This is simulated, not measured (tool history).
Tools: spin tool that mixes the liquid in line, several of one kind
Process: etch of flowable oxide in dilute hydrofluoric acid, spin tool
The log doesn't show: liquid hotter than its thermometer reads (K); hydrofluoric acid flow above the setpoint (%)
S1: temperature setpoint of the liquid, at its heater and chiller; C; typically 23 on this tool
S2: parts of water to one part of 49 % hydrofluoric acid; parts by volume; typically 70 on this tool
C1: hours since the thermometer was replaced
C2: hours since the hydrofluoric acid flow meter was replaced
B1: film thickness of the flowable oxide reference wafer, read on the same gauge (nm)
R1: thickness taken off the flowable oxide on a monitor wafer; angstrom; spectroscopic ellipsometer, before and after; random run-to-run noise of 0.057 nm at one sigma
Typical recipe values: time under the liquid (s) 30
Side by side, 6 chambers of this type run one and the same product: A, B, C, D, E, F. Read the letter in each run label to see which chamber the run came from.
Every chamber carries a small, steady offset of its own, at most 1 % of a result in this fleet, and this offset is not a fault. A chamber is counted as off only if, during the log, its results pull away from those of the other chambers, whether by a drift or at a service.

run 1E hour=10.5 | S1=23 S2=70 time_under_the_liquid_(s)=30 | C1=1504.9 C2=305.3 | B1=130 | R1=140.37
-- hour=22.3 chamber A: hydrofluoric acid flow meter replaced
run 2D hour=23.9 | S1=23 S2=70 time_under_the_liquid_(s)=30 | C1=1937.4 C2=458.6 | B1=130 | R1=140.48
run 3F hour=35.1 | S1=23 S2=70 time_under_the_liquid_(s)=30 | C1=1659.2 C2=265.9 | B1=130 | R1=140.82
run 4B hour=43 | S1=23 S2=70 time_under_the_liquid_(s)=30 | C1=347 C2=700.9 | B1=130.02 | R1=140.99
run 5C hour=53.9 | S1=23 S2=60 time_under_the_liquid_(s)=25 | C1=472 C2=685.8 | B1=130.02 | R1=136.39
run 6A hour=66.7 | S1=23 S2=60 time_under_the_liquid_(s)=25 | C1=726.7 C2=44.5 | B1=129.98 | R1=136.98
run 7F hour=77.6 | S1=23 S2=60 time_under_the_liquid_(s)=25 | C1=1701.7 C2=308.4 | B1=130 | R1=137.97
run 8D hour=83.8 | S1=23 S2=60 time_under_the_liquid_(s)=25 | C1=1997.3 C2=518.5 | B1=129.99 | R1=138.49
run 9A hour=96.4 | S1=23 S2=60 time_under_the_liquid_(s)=25 | C1=756.4 C2=74.2 | B1=130.01 | R1=138.29
run 10C hour=104 | S1=23 S2=60 time_under_the_liquid_(s)=25 | C1=522.1 C2=735.9 | B1=129.99 | R1=138.63
run 11B hour=113.6 | S1=23 S2=70 time_under_the_liquid_(s)=30 | C1=417.6 C2=771.5 | B1=130 | R1=141.4
-- hour=114.1 chamber D: thermometer replaced
-- hour=117.9 chamber E: thermometer replaced
run 12E hour=126.4 | S1=23 S2=70 time_under_the_liquid_(s)=50 | C1=8.5 C2=421.2 | B1=129.99 | R1=233.58
run 13E hour=135.9 | S1=23 S2=70 time_under_the_liquid_(s)=50 | C1=18 C2=430.7 | B1=130.02 | R1=235.53
-- hour=143.9 chamber F: thermometer replaced
run 14B hour=144.5 | S1=23 S2=70 time_under_the_liquid_(s)=50 | C1=448.5 C2=802.4 | B1=129.97 | R1=235.81
run 15F hour=150.5 | S1=23 S2=70 time_under_the_liquid_(s)=50 | C1=6.6 C2=381.3 | B1=130.02 | R1=232.5
run 16D hour=158.7 | S1=23 S2=70 time_under_the_liquid_(s)=50 | C1=44.7 C2=593.4 | B1=130.01 | R1=233.9
run 17A hour=166.5 | S1=23 S2=70 time_under_the_liquid_(s)=50 | C1=826.5 C2=144.3 | B1=130.01 | R1=233.59
run 18C hour=174.5 | S1=23 S2=70 time_under_the_liquid_(s)=30 | C1=592.6 C2=806.4 | B1=130 | R1=141.94
run 19B hour=182.9 | S1=23 S2=70 time_under_the_liquid_(s)=30 | C1=486.9 C2=840.8 | B1=129.99 | R1=142.21
run 20D hour=190.6 | S1=23 S2=85 time_under_the_liquid_(s)=30 | C1=76.6 C2=625.3 | B1=129.99 | R1=113.9
run 21C hour=197.1 | S1=23 S2=85 time_under_the_liquid_(s)=30 | C1=615.2 C2=829 | B1=129.99 | R1=115.64
run 22A hour=204.1 | S1=23 S2=85 time_under_the_liquid_(s)=30 | C1=864.1 C2=181.9 | B1=130 | R1=113.3
run 23F hour=215.7 | S1=23 S2=85 time_under_the_liquid_(s)=30 | C1=71.8 C2=446.5 | B1=129.97 | R1=113.93
-- hour=218.6 chamber C: thermometer replaced
-- hour=226.7 chamber F: hydrofluoric acid flow meter replaced
run 24E hour=228.8 | S1=23 S2=85 time_under_the_liquid_(s)=30 | C1=110.9 C2=523.6 | B1=130.02 | R1=114.02
run 25D hour=235.8 | S1=23 S2=85 time_under_the_liquid_(s)=30 | C1=121.8 C2=670.5 | B1=130.01 | R1=113.67
run 26E hour=246.5 | S1=23 S2=70 time_under_the_liquid_(s)=30 | C1=128.6 C2=541.3 | B1=129.99 | R1=140.4
run 27F hour=252.9 | S1=23 S2=70 time_under_the_liquid_(s)=30 | C1=109 C2=26.3 | B1=130.02 | R1=140.25
run 28B hour=260.7 | S1=23 S2=70 time_under_the_liquid_(s)=30 | C1=564.7 C2=918.6 | B1=130 | R1=140.4
run 29C hour=274.1 | S1=23 S2=70 time_under_the_liquid_(s)=30 | C1=55.6 C2=906 | B1=129.99 | R1=144.67
run 30A hour=283.8 | S1=23 S2=70 time_under_the_liquid_(s)=30 | C1=943.8 C2=261.6 | B1=129.98 | R1=140.69
run 31F hour=296.1 | S1=23 S2=70 time_under_the_liquid_(s)=30 | C1=152.2 C2=69.5 | B1=130.02 | R1=140.79
run 32E hour=303.4 | S1=23 S2=40 time_under_the_liquid_(s)=30 | C1=185.5 C2=598.2 | B1=130.01 | R1=256.88
run 33B hour=315.3 | S1=23 S2=40 time_under_the_liquid_(s)=30 | C1=619.3 C2=973.2 | B1=130.02 | R1=259.28
run 34A hour=322.4 | S1=23 S2=40 time_under_the_liquid_(s)=30 | C1=982.4 C2=300.2 | B1=130 | R1=253.2
run 35D hour=329.7 | S1=23 S2=40 time_under_the_liquid_(s)=30 | C1=215.7 C2=764.4 | B1=130.02 | R1=253.22
run 36C hour=339.7 | S1=23 S2=40 time_under_the_liquid_(s)=30 | C1=121.2 C2=971.6 | B1=130 | R1=263.07
run 37D hour=352.8 | S1=23 S2=40 time_under_the_liquid_(s)=30 | C1=238.8 C2=787.5 | B1=129.99 | R1=254.42
run 38C hour=358.7 | S1=23 S2=70 time_under_the_liquid_(s)=30 | C1=140.2 C2=990.6 | B1=130 | R1=147.38
run 39F hour=370.8 | S1=23 S2=70 time_under_the_liquid_(s)=30 | C1=226.9 C2=144.2 | B1=130.01 | R1=140

Decide between three cases: one chamber stands off from its peers, the gauge reading all wafers drifts, or nothing is wrong past each chamber's small offset. Where a chamber is off, say which and what most likely put it there.

One chamber, C, drifts off from the rest bit by bit.
What lies behind it: hydrofluoric acid flow above the setpoint (%) = 5.49.

Chamber C could run next with any of the 4 candidate recipes listed below; each alters the usual settings, and their results appear as question marks. Which one brings its results back in line with what the other chambers deliver on the usual settings?
Maximum distance from the other chambers' mean on the usual settings for a result to count as in line: R1 2 angstrom
run 40C-1 hour=380.4 | S1=22 S2=70 time_under_the_liquid_(s)=30 | R1=?
run 40C-2 hour=380.4 | S1=22.5 S2=75 time_under_the_liquid_(s)=30 | R1=?
run 40C-3 hour=380.4 | S1=24 S2=70 time_under_the_liquid_(s)=30 | R1=?
run 40C-4 hour=380.4 | S1=23.5 S2=65 time_under_the_liquid_(s)=30 | R1=?

Mean of the other chambers on the usual settings: R1 140.61 angstrom
run=40C-1 R1=141.33
run=40C-2 R1=134.06
run=40C-3 R1=153.52
run=40C-4 R1=162.69
40C-1 brings the chamber back in line.
